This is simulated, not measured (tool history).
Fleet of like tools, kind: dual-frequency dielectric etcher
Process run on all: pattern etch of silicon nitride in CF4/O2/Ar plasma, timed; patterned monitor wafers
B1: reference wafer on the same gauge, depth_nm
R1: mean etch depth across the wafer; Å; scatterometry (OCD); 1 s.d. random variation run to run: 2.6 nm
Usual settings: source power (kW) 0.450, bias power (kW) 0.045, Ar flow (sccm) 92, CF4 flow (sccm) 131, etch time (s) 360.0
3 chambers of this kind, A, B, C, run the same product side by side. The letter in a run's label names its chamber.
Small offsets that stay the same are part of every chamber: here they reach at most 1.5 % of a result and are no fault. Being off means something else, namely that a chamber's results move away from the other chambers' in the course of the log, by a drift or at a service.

Run 1C, day 0.167: usual settings; B1 624.90. Result: R1 6317.4 Å.
At day 0.175: chamber C: source power generator calibrated.
Run 2A, day 0.421: usual settings; B1 625.23. Result: R1 6326.2 Å.
Run 3B, day 0.721: usual settings; B1 624.54. Result: R1 6186.5 Å.
Run 4A, day 1.062: usual settings; B1 624.96. Result: R1 6260.3 Å.
Run 5C, day 1.392: usual settings but bias power (kW) 0.035, CF4 flow (sccm) 160; B1 625.03. Result: R1 5941.0 Å.
Run 6B, day 1.688: usual settings but bias power (kW) 0.035, CF4 flow (sccm) 160; B1 624.97. Result: R1 5843.0 Å.
Run 7C, day 1.900: usual settings but bias power (kW) 0.035, CF4 flow (sccm) 160; B1 625.29. Result: R1 5984.4 Å.
Run 8B, day 2.242: usual settings but CF4 flow (sccm) 105, etch time (s) 446.5; B1 625.15. Result: R1 7503.1 Å.
Run 9A, day 2.579: usual settings but CF4 flow (sccm) 105, etch time (s) 446.5; B1 625.39. Result: R1 7630.1 Å.
Run 10B, day 2.908: usual settings but CF4 flow (sccm) 105, etch time (s) 446.5; B1 624.94. Result: R1 7553.8 Å.
Run 11C, day 3.129: usual settings; B1 625.27. Result: R1 6363.9 Å.
Run 12A, day 3.412: usual settings; B1 625.59. Result: R1 6310.2 Å.
Run 13B, day 3.712: usual settings; B1 625.11. Result: R1 6231.4 Å.
Run 14C, day 3.946: usual settings but Ar flow (sccm) 113, CF4 flow (sccm) 111; B1 624.68. Result: R1 6060.5 Å.
Run 15A, day 4.267: usual settings but Ar flow (sccm) 113, CF4 flow (sccm) 111; B1 624.91. Result: R1 6037.6 Å.
Run 16C, day 4.450: usual settings but Ar flow (sccm) 113, CF4 flow (sccm) 111; B1 625.06. Result: R1 6043.5 Å.
Run 17B, day 4.775: usual settings; B1 624.40. Result: R1 6232.0 Å.
Run 18A, day 5.004: usual settings; B1 625.21. Result: R1 6303.4 Å.
Run 19B, day 5.167: usual settings; B1 624.99. Result: R1 6207.8 Å.
Run 20C, day 5.362: usual settings; B1 624.77. Result: R1 6322.1 Å.
Run 21A, day 5.512: usual settings; B1 624.89. Result: R1 6297.5 Å.
At day 5.542: chamber C: CF4 flow controller replaced.
Run 22A, day 5.721: usual settings; B1 624.42. Result: R1 6316.4 Å.
Run 23B, day 6.021: usual settings; B1 624.76. Result: R1 6240.3 Å.
Run 24C, day 6.221: usual settings; B1 624.76. Result: R1 6332.1 Å.
Run 25C, day 6.488: usual settings; B1 625.24. Result: R1 6345.2 Å.
Run 26B, day 6.783: usual settings but Ar flow (sccm) 69, CF4 flow (sccm) 157; B1 625.12. Result: R1 6520.4 Å.
Run 27A, day 7.125: usual settings but Ar flow (sccm) 69, CF4 flow (sccm) 157; B1 625.41. Result: R1 6589.6 Å.
Run 28B, day 7.379: usual settings but Ar flow (sccm) 69, CF4 flow (sccm) 157; B1 625.16. Result: R1 6526.4 Å.
Run 29A, day 7.612: usual settings but source power (kW) 0.540, CF4 flow (sccm) 145; B1 625.02. Result: R1 7465.1 Å.
Run 30C, day 7.946: usual settings but source power (kW) 0.540, CF4 flow (sccm) 145; B1 625.09. Result: R1 7504.8 Å.
At day 8.142: chamber A: wet clean of the chamber.
Run 31C, day 8.142: usual settings but source power (kW) 0.540, CF4 flow (sccm) 145; B1 625.68. Result: R1 7518.9 Å.
Run 32B, day 8.329: usual settings; B1 625.34. Result: R1 6249.5 Å.
Run 33A, day 8.571: usual settings but bias power (kW) 0.040, etch time (s) 436.5; B1 624.41. Result: R1 7336.8 Å.
Run 34C, day 8.900: usual settings but bias power (kW) 0.040, etch time (s) 436.5; B1 625.72. Result: R1 7386.8 Å.

The same settings go to every chamber for the next run, one line per chamber below. Forecast the results for each:
Run 35A, day 9.150: usual settings but bias power (kW) 0.040. Result: R1 ?.
Run 35B, day 9.150: usual settings but bias power (kW) 0.040. Result: R1 ?.
Run 35C, day 9.150: usual settings but bias power (kW) 0.040. Result: R1 ?.

run      R1
35A  6031.4
35B  5973.9
35C  6114.6
